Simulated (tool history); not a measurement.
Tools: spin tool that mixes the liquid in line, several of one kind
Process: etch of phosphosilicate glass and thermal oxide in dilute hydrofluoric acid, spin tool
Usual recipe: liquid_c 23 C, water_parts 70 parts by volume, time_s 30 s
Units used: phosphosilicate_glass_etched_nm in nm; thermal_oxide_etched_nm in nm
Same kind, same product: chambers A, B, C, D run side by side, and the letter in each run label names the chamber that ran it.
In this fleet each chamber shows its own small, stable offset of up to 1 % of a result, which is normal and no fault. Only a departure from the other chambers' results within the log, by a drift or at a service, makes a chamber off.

run	hour	liquid_c	water_parts	time_s	read-back film thickness of the phosphosilicate glass reference wafer, read on the same gauge (nm)	read-back film thickness of the thermal oxide reference wafer, read on the same gauge (nm)	phosphosilicate_glass_etched_nm	thermal_oxide_etched_nm
1A	5.4	23	70	30	90	99.998	85.723	1.9861
2D	12.7	23	70	30	89.987	100.01	85.33	1.9253
3C	18.5	23	70	30	89.992	100.01	85.814	1.9451
4B	22.9	23	70	30	89.998	100	85.057	1.9506
5D	27.5	23	70	30	89.994	100.02	85.135	1.9486
6C	35.1	23	70	30	89.989	99.988	86.453	1.902
7A	41.4	23	70	30	90.003	100	85.144	1.9619
8B	45.2	23	70	30	89.989	99.997	84.482	1.8996
9B	49.1	23	70	30	90.001	100	84.555	1.9657
# hour 52.5: chamber C: thermometer replaced
10D	56.6	23	70	30	90	99.988	85.562	1.9382
11C	64.9	23	55	40	90.002	100.03	149.42	3.4084
12A	72.8	23	55	40	89.994	100.03	147.92	3.4223
13B	80.2	23	55	40	90.008	99.993	145.82	3.3255
14C	87.5	23	55	40	90	99.978	148.8	3.3152
15D	92.9	23	70	30	89.992	100.01	85.313	1.9254
16A	99.5	23	70	30	89.99	99.963	85.838	1.9134
# hour 100.2: chamber D: thermometer replaced
17B	106.8	23	70	30	90.018	100.01	84.79	2.0113
18D	111	23	70	30	90.002	100	84.919	1.9417
19C	118.5	20	70	30	89.999	100	75.288	1.6817
20A	126.1	20	70	30	90.003	100	75.482	1.675
21B	132.4	20	70	30	90.007	100.01	74.466	1.7694
22C	137.1	20	70	30	90.001	99.985	75.793	1.7101
23D	141.3	23	70	30	90.009	100.02	85.261	1.9834
# hour 146.1: chamber B: thermometer replaced
24A	148.7	23	70	30	89.988	100.03	85.464	1.9342
25B	152.9	23	70	30	90	100.01	84.805	1.9564
26C	160.4	23	70	30	90.008	100.01	85.493	1.9275
27D	165.7	23	70	30	90.02	99.99	85.041	1.9678
28A	173.2	23	70	30	89.99	100	86.131	1.9784
29C	177.7	23	70	30	90.001	100.02	86.445	1.906
30A	182.7	23	70	30	89.996	100.01	85.498	1.9381
31D	188.7	23	70	30	90.019	100	85.649	1.9295

Next, every chamber runs the same settings. What will each give?
32A	194.8	24.5	70	30			?	?
32B	194.8	24.5	70	30			?	?
32C	194.8	24.5	70	30			?	?
32D	194.8	24.5	70	30			?	?

run	phosphosilicate_glass_etched_nm	thermal_oxide_etched_nm
32A	91.532	2.087
32B	90.182	2.0444
32C	91.318	2.0305
32D	90.809	2.0256
